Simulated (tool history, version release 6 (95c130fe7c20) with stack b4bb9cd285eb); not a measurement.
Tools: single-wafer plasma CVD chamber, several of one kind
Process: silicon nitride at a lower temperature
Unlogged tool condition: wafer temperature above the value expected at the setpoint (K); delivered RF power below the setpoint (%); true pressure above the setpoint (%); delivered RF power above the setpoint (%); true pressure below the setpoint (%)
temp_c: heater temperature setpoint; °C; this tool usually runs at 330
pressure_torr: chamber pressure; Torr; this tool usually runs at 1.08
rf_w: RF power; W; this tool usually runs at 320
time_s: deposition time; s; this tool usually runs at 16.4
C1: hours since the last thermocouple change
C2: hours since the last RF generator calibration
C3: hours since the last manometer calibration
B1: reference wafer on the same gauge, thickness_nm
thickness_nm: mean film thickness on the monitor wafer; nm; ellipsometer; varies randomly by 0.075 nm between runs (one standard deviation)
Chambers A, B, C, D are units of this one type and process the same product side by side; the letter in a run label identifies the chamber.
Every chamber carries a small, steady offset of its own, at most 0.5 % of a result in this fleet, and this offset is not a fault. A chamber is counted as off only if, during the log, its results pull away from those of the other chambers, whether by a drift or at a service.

Run 1C, hour 4.3: usual settings; C1 1058; C2 1980.5; C3 544.8; B1 18.597. Result: thickness_nm 18.178 nm.
Run 2B, hour 11.2: usual settings; C1 1814; C2 200.2; C3 790.8; B1 18.604. Result: thickness_nm 17.985 nm.
Run 3A, hour 19.4: usual settings; C1 825.7; C2 350.6; C3 1118.9; B1 18.596. Result: thickness_nm 18.204 nm.
Run 4D, hour 25.6: usual settings; C1 1490.5; C2 843.1; C3 739.4; B1 18.593. Result: thickness_nm 18.112 nm.
Run 5C, hour 33.6: usual settings; C1 1087.3; C2 2009.8; C3 574.1; B1 18.602. Result: thickness_nm 18.097 nm.
Run 6A, hour 40.4: usual settings; C1 846.7; C2 371.6; C3 1139.9; B1 18.57. Result: thickness_nm 18.108 nm.
Run 7D, hour 48.8: usual settings; C1 1513.7; C2 866.3; C3 762.6; B1 18.59. Result: thickness_nm 18.086 nm.
Run 8B, hour 54.6: usual settings; C1 1857.4; C2 243.6; C3 834.2; B1 18.594. Result: thickness_nm 18.048 nm.
Run 9D, hour 61.7: usual settings but temp_c 321 °C, rf_w 285 W; C1 1526.6; C2 879.2; C3 775.5; B1 18.594. Result: thickness_nm 16.742 nm.
Run 10A, hour 69.1: usual settings but temp_c 321 °C, rf_w 285 W; C1 875.4; C2 400.3; C3 1168.6; B1 18.611. Result: thickness_nm 16.842 nm.
Run 11C, hour 74.5: usual settings but temp_c 321 °C, rf_w 285 W; C1 1128.2; C2 2050.7; C3 615; B1 18.593. Result: thickness_nm 16.697 nm.
Run 12B, hour 82.3: usual settings but temp_c 321 °C, rf_w 285 W; C1 1885.1; C2 271.3; C3 861.9; B1 18.601. Result: thickness_nm 16.767 nm.
Run 13A, hour 90.9: usual settings; C1 897.2; C2 422.1; C3 1190.4; B1 18.605. Result: thickness_nm 18.227 nm.
Run 14C, hour 99.9: usual settings; C1 1153.6; C2 2076.1; C3 640.4; B1 18.584. Result: thickness_nm 18.124 nm.
Run 15B, hour 106.4: usual settings; C1 1909.2; C2 295.4; C3 886; B1 18.591. Result: thickness_nm 18.095 nm.
Run 16D, hour 113.7: usual settings; C1 1578.6; C2 931.2; C3 827.5; B1 18.624. Result: thickness_nm 17.995 nm.
Run 17C, hour 119.1: usual settings but rf_w 285 W; C1 1172.8; C2 2095.3; C3 659.6; B1 18.607. Result: thickness_nm 16.736 nm.
At hour 124.8: chamber C: RF generator calibrated.
Run 18B, hour 127.6: usual settings but rf_w 285 W; C1 1930.4; C2 316.6; C3 907.2; B1 18.598. Result: thickness_nm 16.676 nm.
Run 19D, hour 135.7: usual settings but rf_w 285 W; C1 1600.6; C2 953.2; C3 849.5; B1 18.598. Result: thickness_nm 16.752 nm.
Run 20A, hour 141.8: usual settings but rf_w 285 W; C1 948.1; C2 473; C3 1241.3; B1 18.596. Result: thickness_nm 16.796 nm.
Run 21D, hour 147.1: usual settings but rf_w 265 W, time_s 14.6 s; C1 1612; C2 964.6; C3 860.9; B1 18.596. Result: thickness_nm 14.104 nm.
Run 22B, hour 155: usual settings but rf_w 265 W, time_s 14.6 s; C1 1957.8; C2 344; C3 934.6; B1 18.589. Result: thickness_nm 14.18 nm.
Run 23C, hour 160.4: usual settings but rf_w 265 W, time_s 14.6 s; C1 1214.1; C2 35.6; C3 700.9; B1 18.577. Result: thickness_nm 14.093 nm.
Run 24A, hour 164.9: usual settings but rf_w 265 W, time_s 14.6 s; C1 971.2; C2 496.1; C3 1264.4; B1 18.61. Result: thickness_nm 14.295 nm.
Run 25B, hour 173: usual settings; C1 1975.8; C2 362; C3 952.6; B1 18.617. Result: thickness_nm 18.166 nm.
Run 26A, hour 177.3: usual settings; C1 983.6; C2 508.5; C3 1276.8; B1 18.606. Result: thickness_nm 18.277 nm.
Run 27D, hour 184.2: usual settings; C1 1649.1; C2 1001.7; C3 898; B1 18.602. Result: thickness_nm 18.034 nm.
Run 28C, hour 193.1: usual settings; C1 1246.8; C2 68.3; C3 733.6; B1 18.586. Result: thickness_nm 18.205 nm.

One chamber off, gauge drift, or nothing amiss beyond the chambers' own small offsets? If it is a chamber, which one, and what is the likeliest cause?

No chamber is off and the gauge is stable; the differences are just each chamber's small, constant offset.
